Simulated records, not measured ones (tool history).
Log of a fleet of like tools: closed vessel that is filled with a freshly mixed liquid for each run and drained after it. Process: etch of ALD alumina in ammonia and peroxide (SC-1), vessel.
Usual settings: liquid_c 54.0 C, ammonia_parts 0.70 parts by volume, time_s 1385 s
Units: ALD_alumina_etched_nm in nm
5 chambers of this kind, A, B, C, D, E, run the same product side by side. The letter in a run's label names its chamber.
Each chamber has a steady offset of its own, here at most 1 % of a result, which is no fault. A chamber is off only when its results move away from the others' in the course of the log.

run     day  liquid_c  ammonia_parts  time_s  hours since the thermometer was replaced  hours since the ammonia flow meter was replaced  hours since the drum of ammonia solution was connected  read-back film thickness of the ALD alumina reference wafer, read on the same gauge (nm)  ALD_alumina_etched_nm
 1C   0.533      54.0           0.70    1385                                     102.0                                            763.5                                                    46.2                                                                                    30.016                 54.660
 2A   1.062      54.0           0.70    1385                                      30.5                                            568.9                                                   391.6                                                                                    30.011                 53.895
 3E   1.329      54.0           0.70    1385                                     282.3                                            328.1                                                   368.6                                                                                    30.015                 54.296
 4D   1.875      54.0           0.70    1385                                    2755.6                                           1212.2                                                   343.9                                                                                    29.996                 53.829
 5B   2.312      54.0           0.70    1385                                    1289.3                                            965.1                                                   190.7                                                                                    29.975                 54.176
 6B   2.608      54.0           0.70    1385                                    1296.4                                            972.2                                                   197.8                                                                                    29.991                 53.800
 7E   3.029      54.0           0.70    1385                                     323.1                                            368.9                                                   409.4                                                                                    30.003                 54.316
 8A   3.508      54.0           0.70    1385                                      89.2                                            627.6                                                   450.3                                                                                    30.005                 54.690
 9D   3.833      54.0           0.85    1385                                    2802.6                                           1259.2                                                   390.9                                                                                    30.026                 54.875
      3.967  -- chamber E: new drum of ammonia solution connected
10C   4.388      54.0           0.85    1385                                     194.5                                            856.0                                                   138.7                                                                                    30.011                 55.781
11A   4.729      54.0           0.85    1385                                     118.5                                            656.9                                                   479.6                                                                                    29.999                 55.174
12D   5.288      54.0           0.85    1385                                    2837.5                                           1294.1                                                   425.8                                                                                    29.983                 55.090
13B   5.779      54.0           0.85    1385                                    1372.5                                           1048.3                                                   273.9                                                                                    29.997                 55.656
14E   6.054      54.0           0.70    1385                                     395.7                                            441.5                                                    50.1                                                                                    30.003                 54.095
15C   6.612      54.0           0.70    1385                                     247.9                                            909.4                                                   192.1                                                                                    29.983                 54.997
16A   6.900      54.0           0.70    1385                                     170.6                                            709.0                                                   531.7                                                                                    30.033                 53.807
17C   7.275      54.0           0.70    1385                                     263.8                                            925.3                                                   208.0                                                                                    30.034                 54.856
18D   7.567      54.0           0.70    1385                                    2892.2                                           1348.8                                                   480.5                                                                                    29.994                 53.819
      7.817  -- chamber E: ammonia flow meter replaced
19E   7.850      54.0           0.70    1385                                     438.8                                              0.9                                                    93.2                                                                                    30.003                 53.362
      8.058  -- chamber C: new drum of ammonia solution connected
      8.183  -- chamber A: new drum of ammonia solution connected
20B   8.242      54.0           0.70    1385                                    1431.6                                           1107.4                                                   333.0                                                                                    30.008                 54.044
      8.250  -- chamber D: thermometer replaced
      8.462  -- chamber B: thermometer replaced
21A   8.750      54.0           0.70    1385                                     215.0                                            753.4                                                    13.7                                                                                    30.003                 54.411
22C   9.079      54.0           0.70    1385                                     307.1                                            968.6                                                    24.5                                                                                    29.977                 54.628
23E   9.600      54.0           0.70    1385                                     480.8                                             42.9                                                   135.2                                                                                    30.005                 52.611
24D  10.104      54.0           0.70    1385                                      44.5                                           1409.7                                                   541.4                                                                                    29.991                 54.730
25B  10.667      54.0           0.70    1385                                      52.9                                           1165.6                                                   391.2                                                                                    29.988                 54.159
26C  11.108      54.0           0.70    1385                                     355.8                                           1017.3                                                    73.2                                                                                    30.036                 54.969
27E  11.671      46.5           0.50    1385                                     530.5                                             92.6                                                   184.9                                                                                    30.038                 32.926
28D  12.083      46.5           0.50    1385                                      92.0                                           1457.2                                                   588.9                                                                                    30.008                 34.628
29A  12.596      46.5           0.50    1385                                     307.3                                            845.7                                                   106.0                                                                                    29.994                 34.603
30B  13.133      46.5           0.50    1385                                     112.1                                           1224.8                                                   450.4                                                                                    30.032                 34.930
31B  13.538      46.5           0.50    1385                                     121.8                                           1234.5                                                   460.1                                                                                    30.016                 34.838
32A  13.879      54.0           0.70    1385                                     338.1                                            876.5                                                   136.8                                                                                    30.031                 54.330
33D  14.162      54.0           0.70    1385                                     141.9                                           1507.1                                                   638.8                                                                                    29.992                 53.762
34E  14.412      54.0           0.70    1385                                     596.3                                            158.4                                                   250.7                                                                                    29.991                 50.926
35C  14.775      54.0           0.70    1385                                     443.8                                           1105.3                                                   161.2                                                                                    29.992                 54.340
36C  15.246      61.5           0.40    1385                                     455.1                                           1116.6                                                   172.5                                                                                    29.991                 77.246
37D  15.617      61.5           0.40    1385                                     176.8                                           1542.0                                                   673.7                                                                                    29.966                 75.503

All 5 chambers run these settings next. Forecast each chamber's results:
38A  16.038      54.0           0.70    1385                                                                                                                                                                                                                                                                   ?
38B  16.038      54.0           0.70    1385                                                                                                                                                                                                                                                                   ?
38C  16.038      54.0           0.70    1385                                                                                                                                                                                                                                                                   ?
38D  16.038      54.0           0.70    1385                                                                                                                                                                                                                                                                   ?
38E  16.038      54.0           0.70    1385                                                                                                                                                                                                                                                                   ?

run  ALD_alumina_etched_nm
38A                 53.837
38B                 53.862
38C                 54.625
38D                 53.684
38E                 50.745
